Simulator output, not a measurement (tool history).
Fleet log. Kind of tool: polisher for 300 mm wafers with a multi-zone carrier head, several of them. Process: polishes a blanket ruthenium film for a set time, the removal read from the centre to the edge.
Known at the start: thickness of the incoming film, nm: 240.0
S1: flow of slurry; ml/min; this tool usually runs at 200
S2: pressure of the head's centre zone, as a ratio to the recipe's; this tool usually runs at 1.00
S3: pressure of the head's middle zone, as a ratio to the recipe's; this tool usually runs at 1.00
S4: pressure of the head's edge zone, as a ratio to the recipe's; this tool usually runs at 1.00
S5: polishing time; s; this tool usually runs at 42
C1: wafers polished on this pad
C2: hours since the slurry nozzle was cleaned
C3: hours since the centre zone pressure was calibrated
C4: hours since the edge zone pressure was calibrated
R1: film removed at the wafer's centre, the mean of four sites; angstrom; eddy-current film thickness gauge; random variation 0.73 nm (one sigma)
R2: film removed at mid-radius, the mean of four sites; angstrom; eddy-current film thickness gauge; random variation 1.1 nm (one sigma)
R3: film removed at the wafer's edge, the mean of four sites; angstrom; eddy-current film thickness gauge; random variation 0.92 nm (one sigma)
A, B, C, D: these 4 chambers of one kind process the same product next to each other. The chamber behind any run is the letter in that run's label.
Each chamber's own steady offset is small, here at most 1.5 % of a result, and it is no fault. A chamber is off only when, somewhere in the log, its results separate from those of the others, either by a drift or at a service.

run	hour	S1	S2	S3	S4	S5	C1	C2	C3	C4	R1	R2	R3
1C	12.8	200	1.00	1.00	1.00	42	579	402.6	652.9	411.9	815.62	823.02	822.65
2D	19.3	200	1.00	1.00	1.00	42	473	253.5	923.0	71.0	823.70	835.98	854.92
# hour 21.0: chamber A: slurry nozzle cleaned
3A	28.7	200	1.00	1.00	1.00	42	865	7.7	226.0	889.4	820.27	823.91	807.79
4B	37.7	200	1.00	1.00	1.00	42	628	528.1	762.2	227.8	830.98	823.75	824.42
# hour 43.2: chamber A: worn pad replaced by a new one
5A	48.9	200	1.00	1.00	1.00	42	80	27.9	246.2	909.6	819.48	824.58	824.95
# hour 56.2: chamber C: worn pad replaced by a new one
6B	60.1	200	1.00	1.00	1.00	42	939	550.5	784.6	250.2	830.98	838.10	829.06
# hour 64.6: chamber C: centre zone pressure recalibrated
7D	68.8	200	1.00	0.93	1.00	42	1161	303.0	972.5	120.5	840.82	769.98	827.80
# hour 73.4: chamber D: centre zone pressure recalibrated
# hour 74.9: chamber D: worn pad replaced by a new one
8C	77.4	200	1.00	0.93	1.00	42	294	467.2	12.9	476.5	827.41	756.86	804.03
9B	88.7	200	1.00	0.93	1.00	42	1336	579.1	813.2	278.8	835.43	755.34	837.51
10A	94.9	200	1.00	0.93	1.00	42	718	73.9	292.2	955.6	819.65	771.19	832.44
# hour 95.3: chamber B: worn pad replaced by a new one
11C	102.2	200	1.00	1.00	1.00	42	638	492.0	37.7	501.3	814.44	811.60	826.07
# hour 108.1: chamber C: edge zone pressure recalibrated
12D	108.3	200	1.00	1.00	1.00	42	464	342.5	34.9	160.0	826.13	818.76	839.10
13C	119.2	235	1.00	1.00	1.00	42	875	509.0	54.7	11.2	849.99	851.52	858.27
# hour 126.8: chamber C: worn pad replaced by a new one
14B	129.0	235	1.00	1.00	1.00	42	468	619.4	853.5	319.1	836.67	817.08	841.39
# hour 134.3: chamber A: worn pad replaced by a new one
15D	136.4	235	1.00	1.00	1.00	42	854	370.6	63.0	188.1	855.12	820.44	857.98
16A	146.0	235	1.00	1.00	1.00	42	162	125.0	343.3	1006.7	846.22	845.02	847.68
# hour 151.1: chamber D: worn pad replaced by a new one
17D	151.8	200	1.00	1.00	1.00	42	10	386.0	78.4	203.5	816.77	802.01	842.63
18B	160.0	200	1.00	1.00	1.00	42	899	650.4	884.5	350.1	837.14	800.35	816.66
# hour 161.4: chamber B: slurry nozzle cleaned
# hour 169.0: chamber B: centre zone pressure recalibrated
19C	171.7	200	1.00	1.00	1.00	42	624	561.5	107.2	63.7	807.10	812.84	831.38
# hour 175.5: chamber B: worn pad replaced by a new one
20A	184.0	200	1.00	1.00	1.00	42	690	163.0	381.3	1044.7	822.56	824.78	827.28
21B	190.4	200	1.00	1.00	0.89	42	207	29.0	21.5	380.5	790.02	833.16	779.87
22C	200.3	200	1.00	1.00	0.89	42	1021	590.1	135.8	92.3	833.50	804.55	785.90
23D	212.1	200	1.00	1.00	0.89	42	848	446.3	138.7	263.8	833.89	825.42	786.38
# hour 217.6: chamber C: worn pad replaced by a new one
# hour 220.9: chamber A: worn pad replaced by a new one
# hour 222.1: chamber A: edge zone pressure recalibrated
24A	223.3	200	1.00	1.00	0.89	42	33	202.3	420.6	1.2	829.12	826.65	783.02
# hour 223.7: chamber D: worn pad replaced by a new one
25D	232.2	200	1.00	1.00	1.00	42	119	466.4	158.8	283.9	826.24	827.23	842.95
26C	242.4	200	1.00	1.00	1.00	42	345	632.2	177.9	134.4	818.79	847.66	803.17
# hour 245.6: chamber C: slurry nozzle cleaned
27B	249.6	230	0.91	1.00	1.00	42	1029	88.2	80.7	439.7	731.32	831.81	827.62
28A	257.9	230	0.91	1.00	1.00	42	513	236.9	455.2	35.8	747.73	843.35	846.86
# hour 263.7: chamber A: centre zone pressure recalibrated
29A	270.3	230	0.91	1.00	1.00	42	686	249.3	6.7	48.2	762.10	868.44	827.98
# hour 271.8: chamber B: worn pad replaced by a new one
30C	283.0	230	0.91	1.00	1.00	42	909	37.4	218.5	175.0	760.86	843.96	835.40
31D	293.6	200	1.00	1.00	1.00	42	971	527.8	220.2	345.3	848.17	810.81	840.30
# hour 293.9: chamber A: worn pad replaced by a new one
# hour 298.2: chamber C: worn pad replaced by a new one
32B	300.2	200	1.00	1.00	1.00	42	395	138.8	131.3	490.3	781.74	833.44	820.38
# hour 307.5: chamber D: worn pad replaced by a new one
33D	308.9	200	1.00	1.00	1.00	42	19	543.1	235.5	360.6	830.63	824.76	850.21
34C	320.5	200	1.00	1.00	1.00	42	309	74.9	256.0	212.5	827.31	810.55	823.87
35A	328.7	200	1.00	1.00	1.00	42	484	307.7	65.1	106.6	836.60	838.03	816.71
36B	340.5	145	1.00	0.91	1.00	42	955	179.1	171.6	530.6	729.26	715.40	794.15
37A	346.4	145	1.00	0.91	1.00	42	730	325.4	82.8	124.3	782.63	723.18	796.46
# hour 350.6: chamber B: worn pad replaced by a new one
38C	357.5	145	1.00	0.91	1.00	42	823	111.9	293.0	249.5	751.80	717.77	797.92
39D	364.7	145	1.00	0.91	1.00	42	794	598.9	291.3	416.4	787.20	710.95	818.10
# hour 371.4: chamber A: worn pad replaced by a new one
40B	373.9	200	1.00	1.00	1.00	42	323	212.5	205.0	564.0	778.75	805.30	831.14
# hour 383.2: chamber D: worn pad replaced by a new one
41C	383.6	200	1.00	1.00	1.00	42	1186	138.0	319.1	275.6	816.43	814.84	846.19
42A	393.4	200	1.00	1.00	1.00	42	306	372.4	129.8	171.3	817.48	838.25	834.95
43D	401.1	200	1.00	1.00	1.00	42	249	635.3	327.7	452.8	836.71	828.21	839.92
44B	409.9	200	1.00	1.00	1.00	42	823	248.5	241.0	600.0	782.82	825.31	821.09

Is one chamber out of step, is the gauge drifting, or do the chambers differ by no more than their own small offsets? For an off chamber, give its letter and the likeliest cause.

A service left chamber B off against the others.
Likeliest cause: centre zone's pressure below its setpoint, % = 5.25.

Which of the 4 candidates below, each the usual settings with something changed and its results left as question marks, puts chamber B back in line with what the other chambers give on the usual settings?
To be in line, a result may differ from the other chambers' mean on the usual settings by at most: R1 26.00 angstrom; R2 39.00 angstrom; R3 32.00 angstrom
45B-1	419.4	205	1.08	0.98	0.97	43					?	?	?
45B-2	419.4	195	0.92	1.02	1.03	41					?	?	?
45B-3	419.4	195	0.96	1.01	1.01	42					?	?	?
45B-4	419.4	205	1.04	0.99	0.99	42					?	?	?

Other chambers, usual settings, mean: R1 825.65 angstrom; R2 825.54 angstrom; R3 828.13 angstrom
run	R1	R2	R3
45B-1	873.95	841.20	834.42
45B-2	694.74	826.17	816.42
45B-3	745.44	838.65	827.73
45B-4	819.62	829.35	823.70
Change 45B-4 lands the chamber within the allowed miss of the other chambers.
